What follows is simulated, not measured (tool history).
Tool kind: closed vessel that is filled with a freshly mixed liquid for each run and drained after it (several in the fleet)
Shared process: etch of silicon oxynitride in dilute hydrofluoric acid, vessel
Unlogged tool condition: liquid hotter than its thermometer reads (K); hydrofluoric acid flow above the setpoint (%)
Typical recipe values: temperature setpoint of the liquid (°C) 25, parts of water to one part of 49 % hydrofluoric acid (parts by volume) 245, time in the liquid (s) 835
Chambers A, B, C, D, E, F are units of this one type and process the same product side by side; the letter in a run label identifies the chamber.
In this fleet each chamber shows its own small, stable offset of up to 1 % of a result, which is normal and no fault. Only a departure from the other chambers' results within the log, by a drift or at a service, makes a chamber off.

run   hour  temperature setpoint of the liquid (°C)  parts of water to one part of 49 % hydrofluoric acid (parts by volume)  time in the liquid (s)  hours since the thermometer was replaced  hours since the hydrofluoric acid flow meter was replaced  read-back film thickness of the silicon oxynitride reference wafer, read on the same gauge (nm)  thickness taken off the silicon oxynitride on a monitor wafer (nm)
 1D    4.0                                       25                                                                     245                     835                                    1742.7                                                      441.0                                                                                           150.00                                                             10.1680
 2A    7.9                                       25                                                                     245                     835                                     529.7                                                      191.4                                                                                           149.99                                                             10.1650
 3B   13.3                                       25                                                                     245                     835                                    1209.8                                                      126.2                                                                                           150.01                                                             10.2190
 4E   18.5                                       25                                                                     245                     835                                     341.6                                                     1961.7                                                                                           150.00                                                             10.1550
 5C   26.4                                       25                                                                     245                     835                                    1623.9                                                      937.4                                                                                           150.00                                                             10.0510
 6F   30.3                                       25                                                                     245                     835                                    1009.9                                                      886.5                                                                                           149.99                                                             10.1360
 7A   34.1                                       25                                                                     245                     835                                     555.9                                                      217.6                                                                                           149.97                                                             10.1970
 8E   39.7                                       25                                                                     245                     835                                     362.8                                                     1982.9                                                                                           149.98                                                             10.2200
 9B   44.1                                       23                                                                     290                     835                                    1240.6                                                      157.0                                                                                           150.00                                                              7.5766
10C   51.7                                       23                                                                     290                     835                                    1649.2                                                      962.7                                                                                           150.01                                                              7.6268
11D   57.1                                       23                                                                     290                     835                                    1795.8                                                      494.1                                                                                           149.99                                                              7.6717
12F   64.6                                       23                                                                     290                     835                                    1044.2                                                      920.8                                                                                           150.03                                                              7.5805
13C   71.7                                       23                                                                     290                     835                                    1669.2                                                      982.7                                                                                           149.99                                                              7.5972
14E   75.8                                       23                                                                     290                     835                                     398.9                                                     2019.0                                                                                           150.01                                                              7.6707
15D   83.4                                       25                                                                     245                     835                                    1822.1                                                      520.4                                                                                           150.03                                                             10.2440
16B   89.0                                       25                                                                     245                     835                                    1285.5                                                      201.9                                                                                           149.98                                                             10.1670
17F   95.2                                       25                                                                     245                     835                                    1074.8                                                      951.4                                                                                           150.02                                                             10.0920
18A  100.1                                       25                                                                     245                     835                                     621.9                                                      283.6                                                                                           149.99                                                             10.1250
19B  105.5                                       25                                                                     245                     835                                    1302.0                                                      218.4                                                                                           150.01                                                             10.2390
20A  111.3                                       25                                                                     245                     835                                     633.1                                                      294.8                                                                                           150.01                                                             10.1420
21F  118.4                                       25                                                                     245                     835                                    1098.0                                                      974.6                                                                                           150.00                                                             10.0770
     124.9  -- chamber C: thermometer replaced
22D  125.6                                       25                                                                     245                     835                                    1864.3                                                      562.6                                                                                           150.01                                                             10.1750
23C  132.0                                       25                                                                     245                     835                                       7.1                                                     1043.0                                                                                           149.97                                                             10.2230
24E  136.0                                       25                                                                     245                     835                                     459.1                                                     2079.2                                                                                           149.98                                                             10.2270
25C  139.8                                       25                                                                     245                     835                                      14.9                                                     1050.8                                                                                           149.99                                                             10.2320
26B  145.7                                       25                                                                     245                     835                                    1342.2                                                      258.6                                                                                           149.99                                                             10.1350
27D  153.2                                       25                                                                     245                     835                                    1891.9                                                      590.2                                                                                           150.00                                                             10.1780
     155.2  -- chamber E: hydrofluoric acid flow meter replaced
28A  159.6                                       25                                                                     245                     835                                     681.4                                                      343.1                                                                                           149.99                                                             10.1370
29E  165.1                                       25                                                                     245                     835                                     488.2                                                       10.0                                                                                           149.98                                                             10.1900
30F  169.3                                       25                                                                     140                    1125                                    1148.9                                                     1025.5                                                                                           150.01                                                             25.8070
     172.0  -- chamber E: thermometer replaced
31B  175.1                                       25                                                                     140                    1125                                    1371.6                                                      288.0                                                                                           149.99                                                             26.4680
32C  182.8                                       25                                                                     140                    1125                                      57.9                                                     1093.8                                                                                           150.02                                                             26.5400
33D  188.1                                       25                                                                     140                    1125                                    1926.8                                                      625.1                                                                                           150.00                                                             25.9300
34A  193.2                                       25                                                                     140                    1125                                     715.0                                                      376.7                                                                                           149.99                                                             26.0930
35F  198.1                                       25                                                                     140                    1125                                    1177.7                                                     1054.3                                                                                           150.00                                                             25.7920
36E  203.6                                       25                                                                     245                     835                                      31.6                                                       48.5                                                                                           150.02                                                             10.1310
37F  211.6                                       25                                                                     245                     835                                    1191.2                                                     1067.8                                                                                           149.99                                                             10.1550
38D  218.4                                       29                                                                     350                     835                                    1957.1                                                      655.4                                                                                           150.01                                                              7.7886
39A  223.6                                       29                                                                     350                     835                                     745.4                                                      407.1                                                                                           150.01                                                              7.7077
40C  227.5                                       29                                                                     350                     835                                     102.6                                                     1138.5                                                                                           150.00                                                              7.9232
41E  233.1                                       29                                                                     350                     835                                      61.1                                                       78.0                                                                                           150.01                                                              7.8115
42B  237.5                                       29                                                                     350                     835                                    1434.0                                                      350.4                                                                                           150.01                                                              7.7382

Each of the 6 chambers runs these same settings next. Fill in every chamber's results:
43A  243.3                                       25                                                                     245                     835                                                                                                                                                                                                                                                                         ?
43B  243.3                                       25                                                                     245                     835                                                                                                                                                                                                                                                                         ?
43C  243.3                                       25                                                                     245                     835                                                                                                                                                                                                                                                                         ?
43D  243.3                                       25                                                                     245                     835                                                                                                                                                                                                                                                                         ?
43E  243.3                                       25                                                                     245                     835                                                                                                                                                                                                                                                                         ?
43F  243.3                                       25                                                                     245                     835                                                                                                                                                                                                                                                                         ?

run  thickness taken off the silicon oxynitride on a monitor wafer (nm)
43A                                                             10.1750
43B                                                             10.1940
43C                                                             10.4180
43D                                                             10.1960
43E                                                             10.1690
43F                                                             10.0910
